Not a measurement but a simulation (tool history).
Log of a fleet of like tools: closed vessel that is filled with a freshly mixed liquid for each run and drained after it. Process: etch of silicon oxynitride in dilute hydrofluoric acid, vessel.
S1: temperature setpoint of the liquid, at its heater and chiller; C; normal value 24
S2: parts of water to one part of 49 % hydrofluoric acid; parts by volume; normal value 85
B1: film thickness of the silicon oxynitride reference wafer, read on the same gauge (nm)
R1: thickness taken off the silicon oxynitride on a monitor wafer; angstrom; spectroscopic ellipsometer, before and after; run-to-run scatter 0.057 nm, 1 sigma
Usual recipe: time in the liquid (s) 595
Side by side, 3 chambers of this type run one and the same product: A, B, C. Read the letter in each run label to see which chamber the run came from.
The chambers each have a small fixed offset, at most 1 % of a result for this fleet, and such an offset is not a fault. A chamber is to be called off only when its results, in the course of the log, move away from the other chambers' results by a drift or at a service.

run 1B hour=3.7 | S1=24 S2=85 time_in_the_liquid_(s)=595 | B1=50 | R1=157.93
run 2C hour=8 | S1=24 S2=85 time_in_the_liquid_(s)=595 | B1=49.989 | R1=155.45
run 3A hour=10.9 | S1=24 S2=85 time_in_the_liquid_(s)=595 | B1=49.989 | R1=157.19
run 4C hour=13.2 | S1=24 S2=85 time_in_the_liquid_(s)=595 | B1=49.995 | R1=155.61
run 5A hour=17.1 | S1=24 S2=85 time_in_the_liquid_(s)=595 | B1=50.01 | R1=157.15
run 6B hour=19.8 | S1=24 S2=85 time_in_the_liquid_(s)=595 | B1=50.004 | R1=158.37
run 7B hour=22.9 | S1=24 S2=85 time_in_the_liquid_(s)=410 | B1=50.005 | R1=109.31
run 8C hour=26.4 | S1=24 S2=85 time_in_the_liquid_(s)=410 | B1=50.014 | R1=107.69
run 9A hour=31.3 | S1=24 S2=85 time_in_the_liquid_(s)=410 | B1=50.018 | R1=107.67
run 10C hour=34 | S1=24 S2=85 time_in_the_liquid_(s)=595 | B1=50 | R1=156.52
run 11B hour=38.2 | S1=24 S2=85 time_in_the_liquid_(s)=595 | B1=50.004 | R1=159.54
run 12A hour=40.5 | S1=24 S2=85 time_in_the_liquid_(s)=595 | B1=50.01 | R1=156.91
run 13B hour=44.6 | S1=24 S2=85 time_in_the_liquid_(s)=595 | B1=50 | R1=159.09
run 14A hour=47 | S1=24 S2=85 time_in_the_liquid_(s)=595 | B1=49.993 | R1=156.41
run 15C hour=51.8 | S1=24 S2=85 time_in_the_liquid_(s)=715 | B1=50.015 | R1=187.68
run 16A hour=56.1 | S1=24 S2=85 time_in_the_liquid_(s)=715 | B1=50.016 | R1=188.14
run 17C hour=60.7 | S1=24 S2=85 time_in_the_liquid_(s)=715 | B1=50.006 | R1=186.98
run 18B hour=64.7 | S1=24 S2=85 time_in_the_liquid_(s)=595 | B1=49.99 | R1=161.04
run 19B hour=67 | S1=25.5 S2=85 time_in_the_liquid_(s)=915 | B1=50.014 | R1=264.81
run 20C hour=69.4 | S1=25.5 S2=85 time_in_the_liquid_(s)=915 | B1=50.009 | R1=256.79
run 21A hour=71.6 | S1=25.5 S2=85 time_in_the_liquid_(s)=915 | B1=50.014 | R1=259.12
run 22C hour=75 | S1=24 S2=85 time_in_the_liquid_(s)=595 | B1=49.973 | R1=156.96
run 23B hour=79.3 | S1=24 S2=85 time_in_the_liquid_(s)=595 | B1=49.98 | R1=160.28

Next, all 3 chambers run the settings below, one line each with question marks for the results. What does each chamber give?
run 24A hour=82.8 | S1=24 S2=85 time_in_the_liquid_(s)=595 | R1=?
run 24B hour=82.8 | S1=24 S2=85 time_in_the_liquid_(s)=595 | R1=?
run 24C hour=82.8 | S1=24 S2=85 time_in_the_liquid_(s)=595 | R1=?

run=24A R1=156.84
run=24B R1=160.64
run=24C R1=154.55

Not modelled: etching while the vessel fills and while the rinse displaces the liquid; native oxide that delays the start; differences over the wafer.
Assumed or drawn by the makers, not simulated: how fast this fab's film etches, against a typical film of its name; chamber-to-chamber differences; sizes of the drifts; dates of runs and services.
